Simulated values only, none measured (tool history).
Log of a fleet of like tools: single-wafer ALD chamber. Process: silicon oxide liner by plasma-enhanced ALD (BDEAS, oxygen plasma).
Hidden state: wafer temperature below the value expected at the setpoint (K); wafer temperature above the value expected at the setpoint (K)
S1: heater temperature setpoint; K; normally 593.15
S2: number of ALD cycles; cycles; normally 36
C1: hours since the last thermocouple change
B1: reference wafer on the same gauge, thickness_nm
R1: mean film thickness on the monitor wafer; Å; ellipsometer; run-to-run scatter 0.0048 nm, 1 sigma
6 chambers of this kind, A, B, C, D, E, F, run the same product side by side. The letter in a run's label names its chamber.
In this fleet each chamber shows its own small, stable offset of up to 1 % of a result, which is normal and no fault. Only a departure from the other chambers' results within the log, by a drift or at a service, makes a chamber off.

run	hour	S1	S2	C1	B1	R1
1D	4.5	593.15	36	2285.5	3.3409	32.580
2A	8.7	593.15	36	127.3	3.3410	32.484
3E	13.6	593.15	36	875.3	3.3419	32.378
4B	16.3	593.15	36	1631.8	3.3430	32.346
5F	20.8	593.15	40	457.1	3.3413	36.427
6C	23.4	593.15	40	1464.2	3.3427	35.921
7F	29.1	593.15	40	465.4	3.3427	36.520
8E	34.4	593.15	40	896.1	3.3426	36.054
# hour 36.5: chamber D: thermocouple changed; heater temperature recalibrated
9A	40.5	593.15	40	159.1	3.3443	36.216
10B	43.3	593.15	40	1658.8	3.3437	35.989
11D	47.3	593.15	36	10.9	3.3452	32.600
12C	50.6	593.15	36	1491.4	3.3452	32.351
13A	54.5	593.15	36	173.1	3.3463	32.513
14E	58.6	593.15	36	920.3	3.3465	32.449
15C	61.2	605.15	36	1502.0	3.3466	31.719
16D	66.6	605.15	36	30.2	3.3470	32.031
17B	70.5	605.15	36	1686.0	3.3475	31.812
18F	76.1	605.15	36	512.4	3.3482	32.323
# hour 79.2: chamber C: thermocouple changed; heater temperature recalibrated
19B	79.9	605.15	36	1695.4	3.3490	31.922
20F	85.8	605.15	36	522.1	3.3483	32.332
21D	91.3	593.15	36	54.9	3.3503	32.716
22E	95.7	593.15	36	957.4	3.3492	32.553
23C	98.9	593.15	36	19.7	3.3514	32.472
24A	103.8	593.15	36	222.4	3.3511	32.727
25D	108.0	593.15	36	71.6	3.3513	32.743
26F	111.6	593.15	36	547.9	3.3521	32.927
27B	116.5	593.15	36	1732.0	3.3531	32.551
28A	121.4	593.15	36	240.0	3.3526	32.626
29E	127.2	593.15	32	988.9	3.3524	28.890
30C	132.2	593.15	32	53.0	3.3532	28.815
31B	137.2	593.15	32	1752.7	3.3547	28.903
32F	142.6	593.15	32	578.9	3.3547	29.378
33E	146.6	593.15	32	1008.3	3.3565	28.875
34A	149.8	593.15	32	268.4	3.3572	29.018
35C	154.2	588.15	32	75.0	3.3561	29.044
36D	158.5	588.15	32	122.1	3.3565	29.334
37E	163.7	588.15	32	1025.4	3.3571	29.072
38A	168.4	588.15	32	287.0	3.3585	29.156
39C	172.8	588.15	32	93.6	3.3570	29.102
40B	177.2	588.15	32	1792.7	3.3582	29.171
41F	183.0	593.15	36	619.3	3.3599	33.046
42D	185.8	593.15	42	149.4	3.3593	38.201

For the next run the whole fleet of 6 chambers uses the same settings. Give each chamber's results:
43A	190.1	593.15	36			?
43B	190.1	593.15	36			?
43C	190.1	593.15	36			?
43D	190.1	593.15	36			?
43E	190.1	593.15	36			?
43F	190.1	593.15	36			?

run	R1
43A	32.775
43B	32.580
43C	32.500
43D	32.753
43E	32.574
43F	32.981

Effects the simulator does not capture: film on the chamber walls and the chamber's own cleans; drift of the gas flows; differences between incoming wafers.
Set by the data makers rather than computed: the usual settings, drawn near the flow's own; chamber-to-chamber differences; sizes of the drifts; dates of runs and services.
